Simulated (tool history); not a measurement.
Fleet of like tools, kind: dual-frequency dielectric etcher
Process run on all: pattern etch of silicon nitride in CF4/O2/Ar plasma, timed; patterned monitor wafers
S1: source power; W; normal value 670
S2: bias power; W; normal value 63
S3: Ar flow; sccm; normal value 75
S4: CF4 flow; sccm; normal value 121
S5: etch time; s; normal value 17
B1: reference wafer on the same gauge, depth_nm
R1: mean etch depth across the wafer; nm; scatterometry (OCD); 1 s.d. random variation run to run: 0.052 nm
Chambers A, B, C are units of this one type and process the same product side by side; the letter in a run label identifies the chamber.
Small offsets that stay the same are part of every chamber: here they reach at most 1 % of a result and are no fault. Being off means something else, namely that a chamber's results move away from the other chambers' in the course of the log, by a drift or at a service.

run,hour,S1,S2,S3,S4,S5,B1,R1
1A,11.8,670,63,75,121,17,41.795,47.423
2C,21.7,670,63,75,121,17,41.783,47.822
3B,33,670,63,75,121,17,41.781,47.642
4A,42.9,670,63,75,121,17,41.78,47.433
5B,50.4,670,63,75,121,17,41.773,47.609
# hour 51.7: chamber A: wet clean of the chamber
6C,58.6,670,63,75,121,17,41.767,47.834
7B,66.6,670,63,75,121,17,41.767,47.561
8C,78.9,670,63,75,121,17,41.77,47.718
9A,91.2,670,63,75,121,17,41.759,47.36
10B,100.2,670,63,75,121,17,41.745,47.433
11C,111.2,670,63,75,121,17,41.741,47.8
12A,116.8,670,70,75,121,21.5,41.757,62.152
13C,124.6,670,70,75,121,21.5,41.737,62.665
14B,133.2,670,70,75,121,21.5,41.748,62.458
15A,142.9,670,63,75,121,17,41.724,47.263
16C,148.9,670,52,75,121,17,41.728,44.663
17A,155.8,670,52,75,121,17,41.722,44.185
18B,167.5,670,52,75,121,17,41.715,44.315
# hour 168: chamber C: wet clean of the chamber
# hour 169.9: chamber C: bias power generator calibrated
19B,179.1,670,63,75,121,17,41.724,47.474
20A,188.9,670,63,75,121,17,41.71,47.266
21C,196.9,670,63,75,121,17,41.704,47.759
22A,203,670,63,75,121,17,41.699,47.306
23C,215,670,63,75,121,17,41.695,47.779
24B,221,670,63,75,121,17,41.687,47.461
25B,229.8,670,63,75,121,20,41.696,55.777
26C,240.6,670,63,75,121,20,41.688,56.188
27A,248.2,670,63,75,121,20,41.679,55.616
28A,255.8,670,63,75,121,17,41.683,47.33
29B,265.9,670,63,75,121,17,41.676,47.499
30C,276.9,670,52,75,121,14.5,41.663,38.005
31C,282.4,670,52,75,121,14.5,41.665,38.07
32B,290.4,670,52,75,121,14.5,41.668,37.78
33A,296,670,63,75,121,17,41.646,47.237
34A,307.2,670,63,75,121,17,41.652,47.32
35C,313.1,670,63,75,121,17,41.654,47.659
36B,318.5,670,63,75,121,17,41.66,47.397
37A,327.5,670,63,75,121,17,41.644,47.302
38B,335.9,670,63,75,121,17,41.656,47.315
39C,346.8,670,63,75,121,17,41.631,47.599
40B,354.1,670,63,75,121,17,41.636,47.42
41C,362.8,670,50,75,121,19,41.633,49.113
42A,369.4,670,50,75,121,19,41.622,48.582
43C,378.7,670,50,75,121,19,41.617,49.171
44A,384.1,670,63,75,121,17,41.607,47.246

All 3 chambers run these settings next. Forecast each chamber's results:
45A,392.9,670,63,82,121,17,,?
45B,392.9,670,63,82,121,17,,?
45C,392.9,670,63,82,121,17,,?

run,R1
45A,46.794
45B,46.922
45C,47.255
